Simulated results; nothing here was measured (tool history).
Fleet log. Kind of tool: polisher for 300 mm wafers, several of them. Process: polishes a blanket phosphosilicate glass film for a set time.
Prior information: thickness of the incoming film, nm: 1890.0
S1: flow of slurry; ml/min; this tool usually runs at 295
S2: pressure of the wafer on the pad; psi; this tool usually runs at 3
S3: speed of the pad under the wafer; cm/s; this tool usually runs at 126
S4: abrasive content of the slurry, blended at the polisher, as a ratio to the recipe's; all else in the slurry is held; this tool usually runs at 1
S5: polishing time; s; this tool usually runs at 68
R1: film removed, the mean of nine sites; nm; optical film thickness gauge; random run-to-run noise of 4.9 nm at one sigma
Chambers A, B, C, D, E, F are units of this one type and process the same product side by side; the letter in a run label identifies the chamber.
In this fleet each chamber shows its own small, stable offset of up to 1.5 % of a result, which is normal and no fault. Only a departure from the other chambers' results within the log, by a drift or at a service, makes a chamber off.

run   hour   S1   S2   S3   S4  S5      R1
       2.5  -- chamber B: conditioning disc replaced and pad reconditioned
       4.5  -- chamber D: slurry blender recalibrated
 1B    9.3  295    3  126    1  68  598.95
      14.6  -- chamber D: conditioning disc replaced and pad reconditioned
      21.1  -- chamber C: worn pad replaced by a new one
 2D   22.6  295    3  126    1  68  595.41
      30.1  -- chamber B: slurry blender recalibrated
      34.1  -- chamber C: slurry nozzle cleaned
 3F   34.8  295    3  126    1  68  586.04
 4E   43.4  295    3  126    1  68  585.35
      43.7  -- chamber B: worn pad replaced by a new one
 5A   52.8  295    3  126    1  68  584.13
      56.4  -- chamber F: worn pad replaced by a new one
 6C   59.5  295    3  126    1  68  587.58
      61.2  -- chamber D: worn pad replaced by a new one
      68.7  -- chamber E: worn pad replaced by a new one
 7F   72.9  295    3  126    1  68  588.21
      73.8  -- chamber F: head pressure recalibrated
 8A   85.2  295    3  126    1  68  586.39
 9B   98.4  295    3  126    1  68  593.45
     100.1  -- chamber C: worn pad replaced by a new one
     105.8  -- chamber F: conditioning disc replaced and pad reconditioned
10C  106.8  295    3  126    1  68  586.14
11D  120.4  295    3  126    1  68  586.32
     130.6  -- chamber A: worn pad replaced by a new one
12E  133.3  295    3  126    1  68   583.7
     136.9  -- chamber A: conditioning disc replaced and pad reconditioned
     138.3  -- chamber F: slurry blender recalibrated
     140.1  -- chamber F: worn pad replaced by a new one
     142.8  -- chamber B: head pressure recalibrated
     144.4  -- chamber E: conditioning disc replaced and pad reconditioned
13F  144.5  295    3  126    1  68   590.2
14A  152.5  295    3  126    1  68  602.66
     152.6  -- chamber D: worn pad replaced by a new one
     157.4  -- chamber A: slurry blender recalibrated
     158.6  -- chamber B: slurry nozzle cleaned
15E  160.5  295    3  126    1  68  578.34
     170.3  -- chamber C: worn pad replaced by a new one
16D  172.1  295    3  126    1  68  591.22
     176.2  -- chamber B: worn pad replaced by a new one
17B  183.2  295  2.4  126  1.2  68  508.83
18C  193.2  295  2.4  126  1.2  68  512.46
     194.4  -- chamber E: worn pad replaced by a new one
19D  201.9  295  2.4  126  1.2  68  511.87
20E  210.7  295  2.4  126  1.2  68  506.37
21A  216.7  295  2.4  126  1.2  68  526.78
22B  230.6  295  2.4  126  1.2  68  520.38
     238.8  -- chamber C: conditioning disc replaced and pad reconditioned
23C  242.3  295    3  126    1  68  584.07
     244.8  -- chamber D: worn pad replaced by a new one
     245.9  -- chamber F: worn pad replaced by a new one
24F  252.2  295    3  126    1  68  588.56
     252.8  -- chamber C: worn pad replaced by a new one
     257.7  -- chamber A: worn pad replaced by a new one
     259.2  -- chamber D: head pressure recalibrated
25E  262.4  295    3  126    1  68  579.23
26A  270.9  295    3  126    1  68   613.1
27B  284.8  295    3  126    1  68  591.58
     287.7  -- chamber C: slurry blender recalibrated
     289.8  -- chamber E: slurry nozzle cleaned
       290  -- chamber D: conditioning disc replaced and pad reconditioned
28D  294.8  295    3  126    1  68  593.73
29C  302.3  295    3  126    1  68  579.45
     310.5  -- chamber E: worn pad replaced by a new one
       314  -- chamber D: worn pad replaced by a new one
30F  316.1  295    3  126    1  68   587.6
     316.9  -- chamber B: worn pad replaced by a new one
     325.3  -- chamber C: worn pad replaced by a new one
31B    328  295    3  126    1  68  588.73
     329.2  -- chamber B: slurry blender recalibrated
32E  336.5  295    3  126    1  68  588.39
     339.7  -- chamber F: worn pad replaced by a new one
     340.2  -- chamber B: conditioning disc replaced and pad reconditioned
33A  349.4  295    3  126    1  68  625.82
     355.9  -- chamber E: head pressure recalibrated
34C  357.4  295    3  126    1  68  599.16
35D  368.7  295  3.5  158    1  68  826.39
36F  376.1  295  3.5  158    1  68  809.96
       383  -- chamber F: slurry blender recalibrated
37F    385  295  3.5  158    1  68  827.45
38B    394  295  3.5  158    1  68  815.03
39E  404.3  295  3.5  158    1  68  797.89

All chambers now run identical settings, listed one chamber a line with results as question marks. What results will each chamber show?
40A  414.3  295   3  126   1  68   ?
40B  414.3  295   3  126   1  68   ?
40C  414.3  295   3  126   1  68   ?
40D  414.3  295   3  126   1  68   ?
40E  414.3  295   3  126   1  68   ?
40F  414.3  295   3  126   1  68   ?

run      R1
40A  633.69
40B  585.18
40C  578.84
40D  584.93
40E  577.48
40F  600.12

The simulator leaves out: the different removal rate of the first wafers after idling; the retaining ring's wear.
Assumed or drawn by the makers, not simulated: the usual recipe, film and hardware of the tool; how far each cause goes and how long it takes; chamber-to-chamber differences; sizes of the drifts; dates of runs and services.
